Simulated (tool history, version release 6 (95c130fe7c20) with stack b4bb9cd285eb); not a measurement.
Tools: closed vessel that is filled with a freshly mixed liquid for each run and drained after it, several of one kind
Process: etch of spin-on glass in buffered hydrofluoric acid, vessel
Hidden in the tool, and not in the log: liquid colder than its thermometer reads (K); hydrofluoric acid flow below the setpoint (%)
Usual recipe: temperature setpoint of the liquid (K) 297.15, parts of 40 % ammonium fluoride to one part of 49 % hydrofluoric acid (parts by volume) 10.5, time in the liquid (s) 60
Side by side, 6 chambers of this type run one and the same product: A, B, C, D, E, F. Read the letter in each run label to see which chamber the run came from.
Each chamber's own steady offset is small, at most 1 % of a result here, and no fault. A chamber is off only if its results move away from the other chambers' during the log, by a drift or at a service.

run	hour	temperature setpoint of the liquid (K)	parts of 40 % ammonium fluoride to one part of 49 % hydrofluoric acid (parts by volume)	time in the liquid (s)	hours since the thermometer was replaced	hours since the hydrofluoric acid flow meter was replaced	read-back film thickness of the spin-on glass reference wafer, read on the same gauge (nm)	thickness taken off the spin-on glass on a monitor wafer (angstrom)
1B	9.1	297.15	10.5	60	161.1	923.9	150	1769.6
2F	16	297.15	10.5	60	905.2	82.2	149.99	1763.6
3C	25.1	297.15	10.5	60	567.5	890.2	150.02	1765.8
4E	33.7	297.15	10.5	60	336.3	1113.7	150	1763.7
5D	41.5	297.15	10.5	60	1029.4	94.6	149.99	1758.1
# hour 44.9: chamber C: thermometer replaced
6A	48.2	297.15	10.5	60	330.1	1676.2	150	1779.8
7E	54.6	297.15	10.5	60	357.2	1134.6	149.99	1751.1
8A	60.4	301.15	10.5	90	342.3	1688.4	150.01	3285.2
9F	65.9	301.15	10.5	90	955.1	132.1	150.01	3312.5
10B	72.3	301.15	10.5	90	224.3	987.1	150	3300.7
11C	81.7	301.15	10.5	90	36.9	946.8	149.99	3270
12D	88.5	301.15	10.5	90	1076.4	141.6	149.99	3265.3
13D	96.2	301.15	10.5	90	1084.1	149.3	150	3242.8
14B	102.4	297.15	10.5	60	254.4	1017.2	149.97	1790.6
15E	109.1	297.15	10.5	45	411.7	1189.1	149.97	1332.1
16A	114.3	297.15	10.5	45	396.2	1742.3	150	1334
17F	120.4	297.15	10.5	45	1009.6	186.6	149.98	1303.5
18C	127.7	297.15	10.5	45	82.9	992.8	150	1321.1
19D	133	297.15	10.5	45	1120.9	186.1	150.02	1319.7
20C	137.1	297.15	10.5	45	92.3	1002.2	149.98	1345.1
21E	141.5	297.15	10.5	60	444.1	1221.5	150	1780.3
22F	148.5	297.15	10.5	60	1037.7	214.7	149.97	1708.6
23A	156.8	293.15	10.5	80	438.7	1784.8	149.98	1893.5
24B	164.9	293.15	10.5	80	316.9	1079.7	150.02	1907.9
25C	169.4	293.15	10.5	80	124.6	1034.5	150.02	1864.5
# hour 174.9: chamber A: hydrofluoric acid flow meter replaced
26F	175.4	293.15	10.5	80	1064.6	241.6	150.01	1787.3
27A	183.8	293.15	10.5	80	465.7	8.9	150	1896.6
28E	191.2	293.15	10.5	80	493.8	1271.2	149.99	1840.8
29B	198.8	297.15	10.5	60	350.8	1113.6	150.02	1782.1
30D	207.5	297.15	10.5	60	1195.4	260.6	149.98	1795.7
31E	216.6	297.15	10.5	60	519.2	1296.6	150.03	1759
32A	221.8	297.15	10.5	60	503.7	46.9	150.02	1774.5
33D	228.9	297.15	10.5	60	1216.8	282	150	1799.5
34B	233.1	297.15	10.5	60	385.1	1147.9	150.02	1777.7
35C	238.8	297.15	10.5	60	194	1103.9	150	1770.5
# hour 244.3: chamber D: thermometer replaced
36F	247.2	297.15	10.5	60	1136.4	313.4	149.99	1626.8
37F	251.6	297.15	10.5	60	1140.8	317.8	150.02	1621.5
38B	258.1	297.15	10.5	45	410.1	1172.9	149.99	1338.7
# hour 261.1: chamber B: hydrofluoric acid flow meter replaced
39C	265.1	297.15	10.5	45	220.3	1130.2	149.97	1302.3
40D	272.5	297.15	10.5	45	28.2	325.6	150	1337.3
41E	278.1	297.15	10.5	45	580.7	1358.1	150	1338.1
42A	283.9	297.15	10.5	45	565.8	109	150.03	1336.6
43B	289.4	297.15	10.5	45	441.4	28.4	149.99	1331.7

Decide between three cases: one chamber stands off from its peers, the gauge reading all wafers drifts, or nothing is wrong past each chamber's small offset. Where a chamber is off, say which and what most likely put it there.

One chamber, F, drifts off from the rest bit by bit.
Likeliest cause: liquid colder than its thermometer reads (K) = 2.05.
It could be hard to tell apart here from: hydrofluoric acid flow below the setpoint (%).

Below are 4 candidate recipes for chamber F's next run, each the usual settings with a change, their results shown as question marks. Which of them brings F's results back in line with what the other chambers give on the usual settings?
In line means no further than this from the other chambers' mean on the usual settings: thickness taken off the spin-on glass on a monitor wafer (angstrom) 57
44F-1	296.2	299.15	10.5	60				?
44F-2	296.2	298.15	10.5	60				?
44F-3	296.2	297.15	11	60				?
44F-4	296.2	295.15	10.5	60				?

The other chambers' mean on the usual settings: thickness taken off the spin-on glass on a monitor wafer (angstrom) 1772.4
run	thickness taken off the spin-on glass on a monitor wafer (angstrom)
44F-1	1781.7
44F-2	1685.9
44F-3	1524.7
44F-4	1425.1
44F-1 is the one that brings the chamber's results back in line with the other chambers.
